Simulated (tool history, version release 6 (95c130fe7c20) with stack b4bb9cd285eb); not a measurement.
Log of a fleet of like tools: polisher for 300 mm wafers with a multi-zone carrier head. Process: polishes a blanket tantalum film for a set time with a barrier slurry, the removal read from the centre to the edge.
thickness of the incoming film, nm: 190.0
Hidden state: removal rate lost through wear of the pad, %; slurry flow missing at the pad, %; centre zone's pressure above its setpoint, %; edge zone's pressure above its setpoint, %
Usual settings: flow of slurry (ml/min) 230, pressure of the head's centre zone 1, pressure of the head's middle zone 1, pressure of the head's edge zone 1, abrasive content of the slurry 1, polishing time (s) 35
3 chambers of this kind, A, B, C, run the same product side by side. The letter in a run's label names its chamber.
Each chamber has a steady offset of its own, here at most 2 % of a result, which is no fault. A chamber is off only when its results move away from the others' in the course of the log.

| run | hour | flow of slurry (ml/min) | pressure of the head's centre zone | pressure of the head's middle zone | pressure of the head's edge zone | abrasive content of the slurry | polishing time (s) | wafers polished on this pad | hours since the slurry nozzle was cleaned | hours since the centre zone pressure was calibrated | hours since the edge zone pressure was calibrated | film removed at the wafer's centre (angstrom) | film removed at mid-radius (angstrom) | film removed at the wafer's edge (angstrom) |
|---|---|---|---|---|---|---|---|---|---|---|---|---|---|---|
| 1A | 13.2 | 230 | 1 | 1 | 1 | 1 | 35 | 500 | 111.9 | 657.8 | 413.5 | 579.58 | 574.86 | 583.21 |
|  | 15.3 | chamber A: centre zone pressure recalibrated |
|  | 22.5 | chamber A: worn pad replaced by a new one |
|  | 23.7 | chamber B: slurry nozzle cleaned |
| 2C | 25.2 | 230 | 1 | 1 | 1 | 1 | 35 | 1039 | 90.4 | 367.7 | 826.1 | 568.09 | 578.52 | 576.39 |
| 3B | 38.1 | 230 | 1 | 1 | 1 | 1 | 35 | 362 | 14.5 | 333.5 | 224.3 | 578.95 | 576.42 | 572.49 |
| 4C | 50.1 | 230 | 1 | 1 | 1 | 1 | 35 | 1246 | 115.3 | 392.6 | 851 | 577.51 | 573.86 | 571.22 |
| 5B | 61.2 | 230 | 1 | 1 | 1 | 1 | 35 | 555 | 37.6 | 356.6 | 247.4 | 586.87 | 573.71 | 574.97 |
| 6A | 68.5 | 230 | 1 | 1 | 1 | 1 | 35 | 383 | 167.2 | 53.3 | 468.8 | 583.83 | 571.36 | 573.5 |
|  | 76.1 | chamber C: worn pad replaced by a new one |
| 7B | 79.2 | 230 | 1 | 1 | 1 | 1 | 35 | 705 | 55.6 | 374.6 | 265.4 | 582.48 | 567.5 | 582.88 |
|  | 85.4 | chamber A: worn pad replaced by a new one |
|  | 86.9 | chamber B: worn pad replaced by a new one |
| 8A | 94.5 | 230 | 1 | 1 | 1 | 1 | 35 | 75 | 193.2 | 79.3 | 494.8 | 580.67 | 583.61 | 570.47 |
| 9C | 103.4 | 230 | 1 | 1 | 1 | 1 | 43 | 228 | 168.6 | 445.9 | 904.3 | 711.23 | 708.34 | 715.53 |
| 10C | 117.5 | 230 | 1 | 1 | 1 | 1 | 43 | 346 | 182.7 | 460 | 918.4 | 707.62 | 715.56 | 711.19 |
| 11A | 125.4 | 230 | 1 | 1 | 1 | 1 | 43 | 333 | 224.1 | 110.2 | 525.7 | 710.11 | 713.31 | 716.73 |
| 12B | 136.6 | 230 | 1 | 1 | 1 | 1 | 35 | 414 | 113 | 432 | 322.8 | 584.35 | 567.08 | 580.2 |
|  | 144.7 | chamber A: worn pad replaced by a new one |
| 13B | 146.2 | 230 | 1 | 1 | 1 | 1 | 35 | 494 | 122.6 | 441.6 | 332.4 | 583.02 | 575.77 | 563.79 |
|  | 155 | chamber A: slurry nozzle cleaned |
| 14A | 162.7 | 230 | 1 | 1.04 | 1 | 1 | 35 | 150 | 7.8 | 147.5 | 563 | 583.98 | 594.77 | 580.94 |
|  | 163.3 | chamber C: slurry nozzle cleaned |
|  | 178 | chamber B: worn pad replaced by a new one |
| 15C | 178.2 | 230 | 1 | 1.04 | 1 | 1 | 35 | 852 | 15 | 520.7 | 979.1 | 577.57 | 602.66 | 574.17 |
| 16C | 189.6 | 230 | 1 | 1.04 | 1 | 1 | 35 | 947 | 26.4 | 532.1 | 990.5 | 567.02 | 602.5 | 580.35 |
| 17B | 197.3 | 230 | 1 | 1 | 1 | 1 | 35 | 161 | 173.7 | 492.7 | 383.5 | 577.51 | 578.47 | 566.27 |
|  | 202.9 | chamber A: worn pad replaced by a new one |
| 18A | 208.1 | 230 | 1 | 1 | 1 | 1 | 35 | 43 | 53.2 | 192.9 | 608.4 | 587.43 | 584.47 | 585.7 |
| 19C | 220.8 | 230 | 1 | 1 | 1 | 1 | 35 | 1207 | 57.6 | 563.3 | 1021.7 | 575.04 | 588.03 | 588.06 |
| 20B | 229 | 230 | 1.06 | 1 | 1 | 1 | 35 | 425 | 205.4 | 524.4 | 415.2 | 618.76 | 569.07 | 569.21 |
| 21A | 238.9 | 230 | 1.06 | 1 | 1 | 1 | 35 | 300 | 84 | 223.7 | 639.2 | 624.21 | 577.71 | 581.88 |
| 22C | 249.7 | 230 | 1.06 | 1 | 1 | 1 | 35 | 1448 | 86.5 | 592.2 | 1050.6 | 612.88 | 575.55 | 575.55 |

Next, every chamber runs the same settings. What will each give?
| 23A | 261.7 | 230 | 1 | 0.94 | 1 | 1 | 35 |  |  |  |  | ? | ? | ? |
| 23B | 261.7 | 230 | 1 | 0.94 | 1 | 1 | 35 |  |  |  |  | ? | ? | ? |
| 23C | 261.7 | 230 | 1 | 0.94 | 1 | 1 | 35 |  |  |  |  | ? | ? | ? |

| run | film removed at the wafer's centre (angstrom) | film removed at mid-radius (angstrom) | film removed at the wafer's edge (angstrom) |
|---|---|---|---|
| 23A | 582.33 | 538.08 | 583.85 |
| 23B | 590.07 | 533.91 | 572.65 |
| 23C | 576.29 | 555.6 | 572.06 |

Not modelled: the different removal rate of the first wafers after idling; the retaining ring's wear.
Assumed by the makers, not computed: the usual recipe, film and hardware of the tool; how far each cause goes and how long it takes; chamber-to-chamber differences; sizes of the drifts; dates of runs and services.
